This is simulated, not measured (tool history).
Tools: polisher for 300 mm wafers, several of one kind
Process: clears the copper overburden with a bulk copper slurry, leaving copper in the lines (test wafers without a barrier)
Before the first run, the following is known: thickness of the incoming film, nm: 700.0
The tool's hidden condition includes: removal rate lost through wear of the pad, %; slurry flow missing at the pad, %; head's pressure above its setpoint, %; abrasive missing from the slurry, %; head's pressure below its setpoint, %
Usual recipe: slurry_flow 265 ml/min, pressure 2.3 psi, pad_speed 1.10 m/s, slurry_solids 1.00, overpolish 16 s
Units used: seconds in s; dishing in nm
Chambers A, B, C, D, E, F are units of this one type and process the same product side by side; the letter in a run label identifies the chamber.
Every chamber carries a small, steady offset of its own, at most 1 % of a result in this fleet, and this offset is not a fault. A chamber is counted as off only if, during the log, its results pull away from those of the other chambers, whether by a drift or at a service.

run,hour,slurry_flow,pressure,pad_speed,slurry_solids,overpolish,wafers polished on this pad,hours since the slurry nozzle was cleaned,hours since the head pressure was calibrated,hours since the slurry blender was calibrated,seconds,dishing
1D,4.6,265,2.3,1.10,1.00,16,357,35.1,283.3,274.6,80.037,67.179
# hour 8.6: chamber C: worn pad replaced by a new one
2A,9.0,265,2.3,1.10,1.00,16,454,301.0,300.9,76.6,82.296,68.550
3B,11.6,265,2.3,1.10,1.00,16,693,243.5,445.5,148.3,80.020,67.362
4E,14.7,265,2.3,1.10,1.00,16,646,215.8,115.2,94.1,79.052,67.037
5F,17.8,265,2.3,1.10,1.00,16,608,252.4,477.8,92.5,79.219,68.323
# hour 20.0: chamber C: slurry blender recalibrated
6C,21.9,265,2.3,1.10,1.00,16,166,295.3,42.1,1.9,78.632,67.066
# hour 25.3: chamber E: slurry blender recalibrated
7B,25.7,265,2.3,1.10,1.00,16,869,257.6,459.6,162.4,79.771,67.761
8F,28.0,265,2.3,1.26,1.00,16,735,262.6,488.0,102.7,70.095,70.551
9D,32.5,265,2.3,1.26,1.00,16,706,63.0,311.2,302.5,70.238,71.728
10A,35.3,265,2.3,1.26,1.00,16,783,327.3,327.2,102.9,73.069,70.225
11E,39.3,265,2.3,1.26,1.00,16,953,240.4,139.8,14.1,70.671,75.835
# hour 40.0: chamber B: worn pad replaced by a new one
12C,41.5,265,2.3,1.26,1.00,16,410,314.9,61.7,21.5,72.283,72.753
13C,45.5,265,2.3,1.26,1.00,16,460,318.9,65.7,25.5,68.031,70.622
14D,49.7,265,2.3,1.10,1.00,16,920,80.2,328.4,319.7,80.302,68.372
15A,51.9,265,2.3,1.10,1.00,16,990,343.9,343.8,119.5,81.947,70.299
# hour 55.3: chamber D: worn pad replaced by a new one
16B,56.3,265,1.5,1.10,1.00,16,203,288.2,490.2,193.0,121.130,49.699
17E,59.3,265,1.5,1.10,1.00,16,1202,260.4,159.8,34.1,122.580,48.802
18F,62.0,265,1.5,1.10,1.00,16,1159,296.6,522.0,136.7,124.840,50.182
# hour 62.6: chamber F: worn pad replaced by a new one
19A,66.8,265,1.5,1.10,1.00,16,1176,358.8,358.7,134.4,121.860,48.862
# hour 68.3: chamber E: worn pad replaced by a new one
20D,70.0,265,1.5,1.10,1.00,16,183,100.5,348.7,340.0,123.120,48.548
# hour 73.2: chamber D: slurry blender recalibrated
21E,74.1,265,1.5,1.10,1.00,16,73,275.2,174.6,48.9,122.290,49.937
22C,77.5,265,2.3,1.10,1.00,16,859,350.9,97.7,57.5,77.939,67.395
# hour 77.8: chamber C: worn pad replaced by a new one
# hour 78.8: chamber A: worn pad replaced by a new one
23B,80.7,265,2.3,1.10,1.00,16,507,312.6,514.6,217.4,82.085,66.294
24F,84.9,265,2.3,1.10,1.00,8,279,319.5,544.9,159.6,79.770,44.219
25D,87.4,265,2.3,1.10,1.00,8,401,117.9,366.1,14.2,78.687,44.620
# hour 88.0: chamber A: slurry nozzle cleaned
26A,90.0,265,2.3,1.10,1.00,8,140,2.1,381.9,157.6,81.240,43.980
27B,93.5,265,2.3,1.10,1.00,8,667,325.4,527.4,230.2,81.268,42.761
28E,95.7,265,2.3,1.10,1.00,8,342,296.8,196.2,70.5,80.524,41.242
29C,100.4,265,2.3,1.10,1.00,8,282,373.8,120.6,80.4,80.436,41.771
30F,105.2,265,2.3,1.10,1.00,16,532,339.8,565.2,179.9,78.230,68.558
# hour 105.6: chamber B: worn pad replaced by a new one
# hour 108.0: chamber E: slurry nozzle cleaned
31A,108.4,265,2.3,0.74,1.25,16,369,20.5,400.3,176.0,114.710,55.375
32B,112.8,265,2.3,0.74,1.25,16,90,344.7,546.7,249.5,114.530,54.233
33C,115.4,265,2.3,0.74,1.25,16,469,388.8,135.6,95.4,111.540,53.572
34F,118.7,265,2.3,0.74,1.25,16,701,353.3,578.7,193.4,113.020,54.672
35E,122.8,265,2.3,0.74,1.25,16,680,14.8,223.3,97.6,112.140,55.072
# hour 123.4: chamber D: worn pad replaced by a new one
# hour 123.6: chamber F: slurry nozzle cleaned
36D,126.1,265,2.3,0.74,1.25,16,34,156.6,404.8,52.9,111.680,55.254
37A,128.7,265,2.3,1.10,1.00,16,623,40.8,420.6,196.3,77.830,66.952
38B,133.1,265,2.3,1.28,1.00,16,343,365.0,567.0,269.8,70.011,73.270
# hour 134.2: chamber E: slurry blender recalibrated
39D,137.0,265,2.3,1.28,1.00,16,170,167.5,415.7,63.8,68.062,73.036
# hour 138.4: chamber F: slurry blender recalibrated
40E,141.0,265,2.3,1.28,1.00,16,907,33.0,241.5,6.8,67.563,76.625
41F,144.1,265,2.3,1.28,1.00,16,1018,20.5,604.1,5.8,69.641,73.644
# hour 145.5: chamber C: worn pad replaced by a new one
42C,147.1,265,2.3,1.28,1.00,16,20,420.5,167.3,127.1,70.291,73.156
43C,150.4,265,2.3,1.28,1.00,16,61,423.8,170.6,130.4,69.433,70.501

One chamber off, gauge drift, or nothing amiss beyond the chambers' own small offsets? If it is a chamber, which one, and what is the likeliest cause?

Beyond each chamber's small constant offset nothing stands out, and the gauge stays steady.

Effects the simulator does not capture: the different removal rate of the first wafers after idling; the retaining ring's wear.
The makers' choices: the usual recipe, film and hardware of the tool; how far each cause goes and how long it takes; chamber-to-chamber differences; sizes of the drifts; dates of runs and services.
